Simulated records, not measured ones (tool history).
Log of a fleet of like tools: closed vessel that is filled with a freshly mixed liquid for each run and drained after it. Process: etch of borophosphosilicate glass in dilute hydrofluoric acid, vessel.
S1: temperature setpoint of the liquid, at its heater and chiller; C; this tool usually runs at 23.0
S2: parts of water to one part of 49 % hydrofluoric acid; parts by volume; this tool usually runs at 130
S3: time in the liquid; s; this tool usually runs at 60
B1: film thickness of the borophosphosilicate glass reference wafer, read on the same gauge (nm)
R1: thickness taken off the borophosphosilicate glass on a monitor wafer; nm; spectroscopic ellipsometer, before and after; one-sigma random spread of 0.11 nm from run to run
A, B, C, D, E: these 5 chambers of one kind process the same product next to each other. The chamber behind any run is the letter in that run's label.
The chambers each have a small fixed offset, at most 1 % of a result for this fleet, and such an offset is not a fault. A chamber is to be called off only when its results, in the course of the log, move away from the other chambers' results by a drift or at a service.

{"run": "1B", "hour": 11.4, "S1": 23.0, "S2": 130, "S3": 60, "B1": 100.04, "R1": 15.578}
{"run": "2C", "hour": 19.9, "S1": 23.0, "S2": 130, "S3": 60, "B1": 100.04, "R1": 15.836}
{"run": "3D", "hour": 30.0, "S1": 23.0, "S2": 130, "S3": 60, "B1": 100.04, "R1": 15.577}
{"run": "4A", "hour": 37.7, "S1": 23.0, "S2": 130, "S3": 60, "B1": 99.998, "R1": 15.423}
{"run": "5E", "hour": 45.9, "S1": 23.0, "S2": 130, "S3": 60, "B1": 99.977, "R1": 15.501}
{"run": "6E", "hour": 55.7, "S1": 23.0, "S2": 130, "S3": 60, "B1": 99.983, "R1": 15.369}
{"run": "7B", "hour": 67.8, "S1": 23.0, "S2": 155, "S3": 30, "B1": 99.986, "R1": 6.39}
{"run": "8A", "hour": 76.3, "S1": 23.0, "S2": 155, "S3": 30, "B1": 99.976, "R1": 6.2756}
{"hour": 78.6, "done": "chamber E: thermometer replaced"}
{"run": "9C", "hour": 88.8, "S1": 23.0, "S2": 155, "S3": 30, "B1": 99.987, "R1": 6.4438}
{"run": "10D", "hour": 101.6, "S1": 23.0, "S2": 155, "S3": 30, "B1": 99.957, "R1": 6.3856}
{"run": "11E", "hour": 113.0, "S1": 23.0, "S2": 155, "S3": 30, "B1": 100.02, "R1": 6.364}
{"run": "12B", "hour": 123.7, "S1": 23.0, "S2": 130, "S3": 60, "B1": 100.01, "R1": 15.886}
{"run": "13D", "hour": 130.9, "S1": 23.0, "S2": 130, "S3": 60, "B1": 100.02, "R1": 15.442}
{"run": "14C", "hour": 141.1, "S1": 23.0, "S2": 130, "S3": 60, "B1": 100.0, "R1": 15.315}
{"hour": 145.8, "done": "chamber B: hydrofluoric acid flow meter replaced"}
{"run": "15A", "hour": 150.1, "S1": 23.0, "S2": 130, "S3": 60, "B1": 100.01, "R1": 15.281}
{"run": "16D", "hour": 156.0, "S1": 23.0, "S2": 130, "S3": 60, "B1": 99.99, "R1": 15.481}
{"run": "17E", "hour": 163.7, "S1": 23.0, "S2": 130, "S3": 60, "B1": 100.01, "R1": 15.439}
{"run": "18A", "hour": 171.7, "S1": 23.0, "S2": 130, "S3": 60, "B1": 100.03, "R1": 15.319}
{"run": "19B", "hour": 178.5, "S1": 23.0, "S2": 150, "S3": 70, "B1": 100.03, "R1": 15.714}
{"run": "20C", "hour": 190.2, "S1": 23.0, "S2": 150, "S3": 70, "B1": 99.986, "R1": 14.957}
{"run": "21D", "hour": 196.3, "S1": 23.0, "S2": 150, "S3": 70, "B1": 100.0, "R1": 15.312}
{"run": "22C", "hour": 203.0, "S1": 23.0, "S2": 150, "S3": 70, "B1": 99.966, "R1": 15.003}
{"run": "23E", "hour": 215.7, "S1": 23.0, "S2": 150, "S3": 70, "B1": 100.01, "R1": 15.252}
{"run": "24B", "hour": 224.7, "S1": 23.0, "S2": 130, "S3": 60, "B1": 99.978, "R1": 15.637}
{"run": "25A", "hour": 233.3, "S1": 23.0, "S2": 130, "S3": 60, "B1": 99.983, "R1": 15.392}
{"run": "26C", "hour": 242.4, "S1": 23.0, "S2": 130, "S3": 60, "B1": 100.01, "R1": 14.711}
{"run": "27E", "hour": 251.0, "S1": 23.0, "S2": 130, "S3": 60, "B1": 100.01, "R1": 15.641}
{"run": "28B", "hour": 256.9, "S1": 23.0, "S2": 130, "S3": 60, "B1": 99.991, "R1": 15.785}
{"hour": 265.1, "done": "chamber D: hydrofluoric acid flow meter replaced"}
{"run": "29D", "hour": 265.8, "S1": 23.0, "S2": 130, "S3": 60, "B1": 100.02, "R1": 15.541}
{"run": "30A", "hour": 273.8, "S1": 23.0, "S2": 130, "S3": 60, "B1": 100.02, "R1": 15.445}
{"run": "31B", "hour": 283.2, "S1": 23.0, "S2": 130, "S3": 60, "B1": 100.03, "R1": 15.578}
{"run": "32C", "hour": 289.5, "S1": 23.0, "S2": 130, "S3": 60, "B1": 100.0, "R1": 14.723}
{"run": "33A", "hour": 301.3, "S1": 23.0, "S2": 130, "S3": 60, "B1": 99.988, "R1": 15.462}

Next, every chamber runs the same settings. What will each give?
{"run": "34A", "hour": 310.6, "S1": 18.5, "S2": 130, "S3": 60, "R1": "?"}
{"run": "34B", "hour": 310.6, "S1": 18.5, "S2": 130, "S3": 60, "R1": "?"}
{"run": "34C", "hour": 310.6, "S1": 18.5, "S2": 130, "S3": 60, "R1": "?"}
{"run": "34D", "hour": 310.6, "S1": 18.5, "S2": 130, "S3": 60, "R1": "?"}
{"run": "34E", "hour": 310.6, "S1": 18.5, "S2": 130, "S3": 60, "R1": "?"}

run=34A R1=12.8410
run=34B R1=13.1690
run=34C R1=12.1010
run=34D R1=13.0280
run=34E R1=13.0200
